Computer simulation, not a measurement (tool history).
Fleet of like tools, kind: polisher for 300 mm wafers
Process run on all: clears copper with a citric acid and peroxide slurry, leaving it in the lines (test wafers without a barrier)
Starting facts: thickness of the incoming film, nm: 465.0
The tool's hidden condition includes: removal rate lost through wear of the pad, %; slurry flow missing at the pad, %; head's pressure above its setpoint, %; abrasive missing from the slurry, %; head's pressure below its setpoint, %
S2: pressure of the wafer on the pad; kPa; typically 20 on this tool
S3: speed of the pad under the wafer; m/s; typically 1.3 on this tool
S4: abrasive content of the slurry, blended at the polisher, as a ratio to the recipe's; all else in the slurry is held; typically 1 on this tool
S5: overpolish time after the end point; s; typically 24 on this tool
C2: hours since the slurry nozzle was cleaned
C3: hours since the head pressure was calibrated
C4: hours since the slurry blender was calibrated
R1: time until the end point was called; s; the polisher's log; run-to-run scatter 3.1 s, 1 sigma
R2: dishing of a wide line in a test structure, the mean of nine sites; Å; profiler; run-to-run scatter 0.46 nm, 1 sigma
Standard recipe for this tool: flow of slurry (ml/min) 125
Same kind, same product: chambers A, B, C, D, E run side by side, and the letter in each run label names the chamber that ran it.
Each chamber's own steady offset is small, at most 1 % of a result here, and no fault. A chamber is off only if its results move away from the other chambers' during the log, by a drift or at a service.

At hour 7.4: chamber C: worn pad replaced by a new one.
Run 1B, hour 9.5: usual settings; wafers polished on this pad 420; C2 483.8; C3 294.7; C4 81.8. Result: R1 191.81 s, R2 329.77 Å.
At hour 10.7: chamber C: head pressure recalibrated.
At hour 16.1: chamber C: slurry blender recalibrated.
Run 2E, hour 17.4: usual settings; wafers polished on this pad 712; C2 799.7; C3 528; C4 219.6. Result: R1 203.08 s, R2 325.98 Å.
Run 3D, hour 22.9: usual settings; wafers polished on this pad 154; C2 521.1; C3 310.8; C4 75.4. Result: R1 194.89 s, R2 322.64 Å.
Run 4A, hour 28.6: usual settings; wafers polished on this pad 227; C2 412.7; C3 532.2; C4 277.7. Result: R1 194.49 s, R2 329.38 Å.
At hour 33.7: chamber E: slurry blender recalibrated.
At hour 35.2: chamber E: slurry nozzle cleaned.
Run 5C, hour 36: usual settings but S3 1.7 m/s; wafers polished on this pad 114; C2 404.4; C3 25.3; C4 19.9. Result: R1 146.29 s, R2 391.04 Å.
Run 6B, hour 43.1: usual settings but S3 1.7 m/s; wafers polished on this pad 554; C2 517.4; C3 328.3; C4 115.4. Result: R1 145.94 s, R2 390.35 Å.
Run 7E, hour 47.4: usual settings but S3 1.7 m/s; wafers polished on this pad 832; C2 12.2; C3 558; C4 13.7. Result: R1 150.69 s, R2 399.58 Å.
Run 8D, hour 56.3: usual settings but S3 1.7 m/s; wafers polished on this pad 287; C2 554.5; C3 344.2; C4 108.8. Result: R1 142.93 s, R2 394.69 Å.
At hour 58.5: chamber A: slurry blender recalibrated.
Run 9A, hour 64.7: usual settings but S3 1.7 m/s; wafers polished on this pad 371; C2 448.8; C3 568.3; C4 6.2. Result: R1 149.1 s, R2 387.52 Å.
At hour 72.5: chamber D: slurry blender recalibrated.
Run 10C, hour 73: usual settings; wafers polished on this pad 261; C2 441.4; C3 62.3; C4 56.9. Result: R1 193.59 s, R2 329.82 Å.
At hour 75.8: chamber D: slurry nozzle cleaned.
Run 11C, hour 77.2: usual settings; wafers polished on this pad 278; C2 445.6; C3 66.5; C4 61.1. Result: R1 191.88 s, R2 331.96 Å.
Run 12B, hour 84.5: usual settings; wafers polished on this pad 719; C2 558.8; C3 369.7; C4 156.8. Result: R1 193.53 s, R2 335.68 Å.
Run 13E, hour 93.4: usual settings; wafers polished on this pad 1015; C2 58.2; C3 604; C4 59.7. Result: R1 197.72 s, R2 328.13 Å.
Run 14D, hour 98.2: usual settings but S3 0.92 m/s, S4 1.1; wafers polished on this pad 454; C2 22.4; C3 386.1; C4 25.8. Result: R1 264.64 s, R2 266.62 Å.
Run 15A, hour 102.9: usual settings but S3 0.92 m/s, S4 1.1; wafers polished on this pad 524; C2 487; C3 606.5; C4 44.4. Result: R1 268.48 s, R2 267.27 Å.
At hour 103.9: chamber B: slurry blender recalibrated.
At hour 106.6: chamber E: worn pad replaced by a new one.
Run 16A, hour 108.6: usual settings but S3 0.92 m/s, S4 1.1; wafers polished on this pad 546; C2 492.7; C3 612.2; C4 50.1. Result: R1 270.62 s, R2 260.13 Å.
Run 17D, hour 114.3: usual settings but S3 0.92 m/s, S4 1.1; wafers polished on this pad 518; C2 38.5; C3 402.2; C4 41.9. Result: R1 268.62 s, R2 267.18 Å.
Run 18B, hour 123.2: usual settings but S3 0.92 m/s, S4 1.1; wafers polished on this pad 874; C2 597.5; C3 408.4; C4 19.3. Result: R1 267.53 s, R2 259.33 Å.
Run 19E, hour 127.5: usual settings; wafers polished on this pad 83; C2 92.3; C3 638.1; C4 93.8. Result: R1 192.93 s, R2 334.25 Å.
Run 20C, hour 134.5: usual settings but S2 15.2 kPa, S4 1.25; wafers polished on this pad 506; C2 502.9; C3 123.8; C4 118.4. Result: R1 238.46 s, R2 278.32 Å.
Run 21E, hour 140.1: usual settings but S2 15.2 kPa, S4 1.25; wafers polished on this pad 133; C2 104.9; C3 650.7; C4 106.4. Result: R1 241.7 s, R2 276.77 Å.
At hour 140.7: chamber B: slurry nozzle cleaned.
At hour 142.9: chamber B: worn pad replaced by a new one.
Run 22A, hour 146: usual settings but S2 15.2 kPa, S4 1.25; wafers polished on this pad 695; C2 530.1; C3 649.6; C4 87.5. Result: R1 252.39 s, R2 279.35 Å.
At hour 152.5: chamber A: head pressure recalibrated.
Run 23C, hour 155.3: usual settings but S2 15.2 kPa, S4 1.25; wafers polished on this pad 589; C2 523.7; C3 144.6; C4 139.2. Result: R1 237.96 s, R2 284.07 Å.
At hour 159.9: chamber E: head pressure recalibrated.
Run 24B, hour 162.7: usual settings but S2 15.2 kPa, S4 1.25; wafers polished on this pad 78; C2 22; C3 447.9; C4 58.8. Result: R1 240.7 s, R2 279.04 Å.
Run 25D, hour 170.1: usual settings but flow of slurry (ml/min) 80; wafers polished on this pad 741; C2 94.3; C3 458; C4 97.7. Result: R1 218.21 s, R2 304.32 Å.
Run 26E, hour 179.3: usual settings but flow of slurry (ml/min) 80; wafers polished on this pad 289; C2 144.1; C3 19.4; C4 145.6. Result: R1 219.02 s, R2 306.99 Å.
Run 27C, hour 184.1: usual settings but flow of slurry (ml/min) 80; wafers polished on this pad 704; C2 552.5; C3 173.4; C4 168. Result: R1 213.08 s, R2 305.13 Å.
Run 28A, hour 190.6: usual settings but flow of slurry (ml/min) 80; wafers polished on this pad 873; C2 574.7; C3 38.2; C4 132.1. Result: R1 219.12 s, R2 303.59 Å.
At hour 193.3: chamber D: slurry blender recalibrated.
At hour 193.3: chamber A: slurry nozzle cleaned.
Run 29D, hour 196.4: usual settings but flow of slurry (ml/min) 80; wafers polished on this pad 846; C2 120.6; C3 484.3; C4 3.1. Result: R1 214.11 s, R2 317.09 Å.
Run 30B, hour 202.1: usual settings; wafers polished on this pad 236; C2 61.4; C3 487.3; C4 98.2. Result: R1 195.25 s, R2 329.12 Å.
Run 31C, hour 208.5: usual settings; wafers polished on this pad 801; C2 576.9; C3 197.8; C4 192.4. Result: R1 195.32 s, R2 326.48 Å.
At hour 217: chamber A: worn pad replaced by a new one.
Run 32E, hour 217.9: usual settings; wafers polished on this pad 443; C2 182.7; C3 58; C4 184.2. Result: R1 199.04 s, R2 332.61 Å.
Run 33B, hour 223.7: usual settings but S2 15.2 kPa; wafers polished on this pad 322; C2 83; C3 508.9; C4 119.8. Result: R1 249.65 s, R2 269.82 Å.
Run 34D, hour 233.2: usual settings but S2 15.2 kPa; wafers polished on this pad 992; C2 157.4; C3 521.1; C4 39.9. Result: R1 256.52 s, R2 272.65 Å.
Run 35A, hour 241.8: usual settings but S2 15.2 kPa; wafers polished on this pad 99; C2 48.6; C3 89.4; C4 183.3. Result: R1 256.74 s, R2 266.69 Å.

Has any chamber moved away from the others, gradually or after a service, or does the common gauge drift, or do the chambers differ only by their own small steady offsets? State the chamber and the most likely cause if one applies.

Beyond each chamber's small constant offset nothing stands out, and the gauge stays steady.
